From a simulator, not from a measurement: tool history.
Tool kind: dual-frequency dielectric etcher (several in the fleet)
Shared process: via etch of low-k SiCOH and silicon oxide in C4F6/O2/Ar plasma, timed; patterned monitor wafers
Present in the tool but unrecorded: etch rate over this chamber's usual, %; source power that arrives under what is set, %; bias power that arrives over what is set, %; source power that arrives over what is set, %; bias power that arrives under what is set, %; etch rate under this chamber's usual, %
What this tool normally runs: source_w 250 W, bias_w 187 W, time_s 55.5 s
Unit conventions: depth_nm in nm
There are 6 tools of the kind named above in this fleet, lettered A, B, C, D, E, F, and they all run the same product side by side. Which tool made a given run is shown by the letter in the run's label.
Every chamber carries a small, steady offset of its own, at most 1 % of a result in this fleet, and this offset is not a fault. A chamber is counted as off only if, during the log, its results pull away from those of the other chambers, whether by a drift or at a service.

| run | hour | source_w | bias_w | time_s | hours since the last wet clean | hours since the last source power generator calibration | hours since the last bias power generator calibration | read-back reference wafer on the same gauge, depth_nm | depth_nm |
|---|---|---|---|---|---|---|---|---|---|
|  | 5.4 | chamber C: wet clean of the chamber |
| 1F | 8 | 250 | 187 | 55.5 | 562.1 | 1500.7 | 3562.9 | 113.99 | 122.36 |
| 2D | 13.4 | 250 | 187 | 55.5 | 477.1 | 813.3 | 3644.6 | 114.03 | 124 |
| 3C | 17.6 | 250 | 187 | 55.5 | 12.2 | 423.9 | 1542.7 | 113.98 | 122.41 |
| 4E | 24.7 | 250 | 187 | 55.5 | 196.8 | 1307.7 | 2142.4 | 114 | 122.1 |
| 5A | 29.8 | 250 | 187 | 55.5 | 430.5 | 100.4 | 1319.2 | 113.9 | 121.82 |
| 6B | 34.9 | 250 | 187 | 55.5 | 47.9 | 126.5 | 1402.9 | 114.11 | 122.08 |
| 7D | 42.8 | 250 | 187 | 55.5 | 506.5 | 842.7 | 3674 | 114.07 | 123.43 |
| 8B | 50.4 | 250 | 187 | 55.5 | 63.4 | 142 | 1418.4 | 114 | 122.57 |
| 9E | 56.4 | 250 | 187 | 55.5 | 228.5 | 1339.4 | 2174.1 | 113.96 | 122.41 |
| 10A | 62.5 | 250 | 187 | 55.5 | 463.2 | 133.1 | 1351.9 | 114.03 | 122.07 |
| 11F | 67.2 | 250 | 187 | 55.5 | 621.3 | 1559.9 | 3622.1 | 114.03 | 122.03 |
|  | 68.1 | chamber F: wet clean of the chamber |
| 12C | 71.9 | 250 | 147 | 55.5 | 66.5 | 478.2 | 1597 | 113.98 | 113.18 |
| 13E | 80.4 | 250 | 147 | 55.5 | 252.5 | 1363.4 | 2198.1 | 114.03 | 112.76 |
| 14A | 84.5 | 250 | 147 | 55.5 | 485.2 | 155.1 | 1373.9 | 114.12 | 112.37 |
| 15B | 91.2 | 250 | 147 | 55.5 | 104.2 | 182.8 | 1459.2 | 113.97 | 113.32 |
| 16F | 98.4 | 250 | 147 | 55.5 | 30.4 | 1591.1 | 3653.3 | 113.94 | 114.12 |
|  | 99.8 | chamber A: wet clean of the chamber |
| 17C | 106.1 | 250 | 147 | 55.5 | 100.7 | 512.4 | 1631.2 | 114.01 | 113.03 |
| 18D | 111.4 | 250 | 187 | 55.5 | 575.1 | 911.3 | 3742.6 | 113.98 | 122.58 |
| 19A | 118.3 | 250 | 187 | 55.5 | 18.5 | 188.9 | 1407.7 | 113.99 | 120.71 |
| 20E | 122.3 | 250 | 187 | 55.5 | 294.4 | 1405.3 | 2240 | 113.83 | 123.5 |
| 21D | 126.1 | 250 | 187 | 55.5 | 589.8 | 926 | 3757.3 | 114.03 | 122.77 |
|  | 127.9 | chamber D: wet clean of the chamber |
| 22C | 130.6 | 250 | 187 | 55.5 | 125.2 | 536.9 | 1655.7 | 113.97 | 122.23 |
| 23F | 137.3 | 250 | 187 | 48 | 69.3 | 1630 | 3692.2 | 114.02 | 106.1 |
| 24B | 145.7 | 250 | 187 | 48 | 158.7 | 237.3 | 1513.7 | 113.92 | 105.66 |
| 25A | 151.5 | 250 | 187 | 48 | 51.7 | 222.1 | 1440.9 | 113.98 | 104.58 |
| 26C | 158.7 | 250 | 187 | 48 | 153.3 | 565 | 1683.8 | 114.01 | 105.9 |
| 27F | 163.3 | 250 | 187 | 48 | 95.3 | 1656 | 3718.2 | 114 | 106.29 |
| 28B | 168.7 | 250 | 187 | 48 | 181.7 | 260.3 | 1536.7 | 114.05 | 106.27 |
| 29D | 176.5 | 250 | 187 | 55.5 | 48.7 | 976.4 | 3807.7 | 113.9 | 119.98 |
| 30E | 180.8 | 250 | 187 | 55.5 | 352.9 | 1463.8 | 2298.5 | 113.91 | 122.97 |
| 31F | 188.3 | 250 | 187 | 55.5 | 120.3 | 1681 | 3743.2 | 114 | 122.39 |
| 32B | 195.9 | 290 | 171 | 55.5 | 208.9 | 287.5 | 1563.9 | 114.07 | 124.69 |
| 33D | 203.4 | 290 | 171 | 55.5 | 75.6 | 1003.3 | 3834.6 | 114.15 | 122.92 |
| 34E | 207.5 | 290 | 171 | 55.5 | 379.6 | 1490.5 | 2325.2 | 113.91 | 127.43 |
| 35C | 215.9 | 290 | 171 | 55.5 | 210.5 | 622.2 | 1741 | 114.16 | 124.92 |
| 36A | 219.9 | 290 | 171 | 55.5 | 120.1 | 290.5 | 1509.3 | 113.98 | 124.04 |
| 37F | 225.6 | 290 | 171 | 55.5 | 157.6 | 1718.3 | 3780.5 | 113.97 | 125.96 |

Next, all 6 chambers run the settings below, one line each with question marks for the results. What does each chamber give?
| 38A | 231.9 | 250 | 187 | 55.5 |  |  |  |  | ? |
| 38B | 231.9 | 250 | 187 | 55.5 |  |  |  |  | ? |
| 38C | 231.9 | 250 | 187 | 55.5 |  |  |  |  | ? |
| 38D | 231.9 | 250 | 187 | 55.5 |  |  |  |  | ? |
| 38E | 231.9 | 250 | 187 | 55.5 |  |  |  |  | ? |
| 38F | 231.9 | 250 | 187 | 55.5 |  |  |  |  | ? |

| run | depth_nm |
|---|---|
| 38A | 121.11 |
| 38B | 122.55 |
| 38C | 121.48 |
| 38D | 119.45 |
| 38E | 122.89 |
| 38F | 122.02 |

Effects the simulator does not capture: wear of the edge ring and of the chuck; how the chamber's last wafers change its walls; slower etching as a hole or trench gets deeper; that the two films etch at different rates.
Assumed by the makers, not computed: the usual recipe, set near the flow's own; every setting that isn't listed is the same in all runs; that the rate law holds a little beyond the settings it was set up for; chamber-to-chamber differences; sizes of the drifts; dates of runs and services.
